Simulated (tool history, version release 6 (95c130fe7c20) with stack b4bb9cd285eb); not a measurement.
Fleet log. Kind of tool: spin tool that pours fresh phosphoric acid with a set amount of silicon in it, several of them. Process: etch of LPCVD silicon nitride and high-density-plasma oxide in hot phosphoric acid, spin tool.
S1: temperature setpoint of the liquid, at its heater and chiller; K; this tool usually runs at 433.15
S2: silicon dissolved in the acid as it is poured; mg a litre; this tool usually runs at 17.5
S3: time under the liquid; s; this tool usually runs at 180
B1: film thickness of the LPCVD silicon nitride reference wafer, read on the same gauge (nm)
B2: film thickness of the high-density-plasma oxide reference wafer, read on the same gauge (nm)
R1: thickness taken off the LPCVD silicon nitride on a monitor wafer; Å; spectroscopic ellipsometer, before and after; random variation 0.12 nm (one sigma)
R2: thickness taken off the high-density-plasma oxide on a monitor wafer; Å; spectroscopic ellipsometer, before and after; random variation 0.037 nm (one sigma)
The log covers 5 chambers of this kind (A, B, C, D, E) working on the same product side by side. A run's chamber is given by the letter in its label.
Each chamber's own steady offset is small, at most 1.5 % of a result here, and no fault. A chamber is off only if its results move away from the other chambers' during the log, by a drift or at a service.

run	hour	S1	S2	S3	B1	B2	R1	R2
1A	5.7	433.15	17.5	180	60.013	139.99	152.26	5.1261
2B	11.0	433.15	17.5	180	60.033	140.00	154.30	5.0244
3E	17.7	433.15	17.5	180	60.005	139.98	153.58	4.7320
4D	22.8	433.15	17.5	180	60.044	139.99	154.11	5.1592
5C	33.3	435.15	17.5	180	59.974	140.01	167.91	4.7897
6B	39.1	435.15	17.5	180	59.969	140.01	166.34	5.8172
7E	44.4	435.15	17.5	180	59.964	139.98	168.02	5.3499
8D	50.7	435.15	17.5	180	59.992	139.97	165.14	5.1936
9C	60.5	435.15	17.5	180	59.978	139.98	167.63	5.4222
10A	65.7	431.15	22.5	180	59.964	140.00	145.59	3.0917
11C	71.6	431.15	22.5	180	59.937	139.99	147.13	3.7320
12B	77.1	431.15	22.5	180	60.020	139.98	143.81	3.1465
# hour 79.1: chamber B: dissolved silicon flow meter replaced
13E	86.2	431.15	22.5	180	59.991	140.04	143.83	3.4103
14A	93.6	431.15	22.5	180	60.014	140.01	144.29	3.3613
15D	103.3	433.15	17.5	180	59.976	140.02	153.95	4.8187
16E	111.7	433.15	17.5	180	59.984	139.98	150.21	4.4227
17B	119.7	434.65	25.5	180	59.995	139.99	164.69	4.4896
18A	128.1	434.65	25.5	180	59.995	139.99	163.32	4.3027
19D	138.5	434.65	25.5	180	59.992	140.01	161.23	3.8750
20C	146.5	434.65	25.5	180	60.006	140.04	163.15	4.4068
# hour 149.9: chamber E: dissolved silicon flow meter replaced
21B	155.6	434.65	25.5	180	60.036	140.00	162.78	4.0379
# hour 157.6: chamber C: dissolved silicon flow meter replaced
22C	161.7	433.15	17.5	180	60.025	139.97	156.85	4.6610
23D	168.7	433.15	17.5	180	60.004	139.99	152.20	4.8514
24E	174.6	433.15	17.5	180	59.973	139.99	144.73	3.4715
25A	183.1	433.15	17.5	180	60.015	140.04	156.73	4.7468
26E	190.6	433.15	17.5	180	60.001	140.02	143.95	4.0218
27D	197.0	433.15	17.5	180	60.013	139.97	154.31	4.9479
28B	205.2	433.15	17.5	180	59.988	140.01	155.88	4.6634
29C	211.7	433.15	17.5	180	59.987	140.01	154.98	4.4708
30A	218.8	433.15	17.5	180	60.002	140.00	154.71	4.6651
31C	223.6	433.15	17.5	180	59.977	140.03	156.77	5.4441
32B	228.9	433.15	17.5	180	60.043	140.00	155.40	5.2782

All 5 chambers run these settings next. Forecast each chamber's results:
33A	236.9	434.15	17.5	180			?	?
33B	236.9	434.15	17.5	180			?	?
33C	236.9	434.15	17.5	180			?	?
33D	236.9	434.15	17.5	180			?	?
33E	236.9	434.15	17.5	180			?	?

run	R1	R2
33A	160.58	4.4563
33B	158.60	5.4927
33C	160.46	5.2342
33D	160.76	4.9461
33E	145.33	4.2851

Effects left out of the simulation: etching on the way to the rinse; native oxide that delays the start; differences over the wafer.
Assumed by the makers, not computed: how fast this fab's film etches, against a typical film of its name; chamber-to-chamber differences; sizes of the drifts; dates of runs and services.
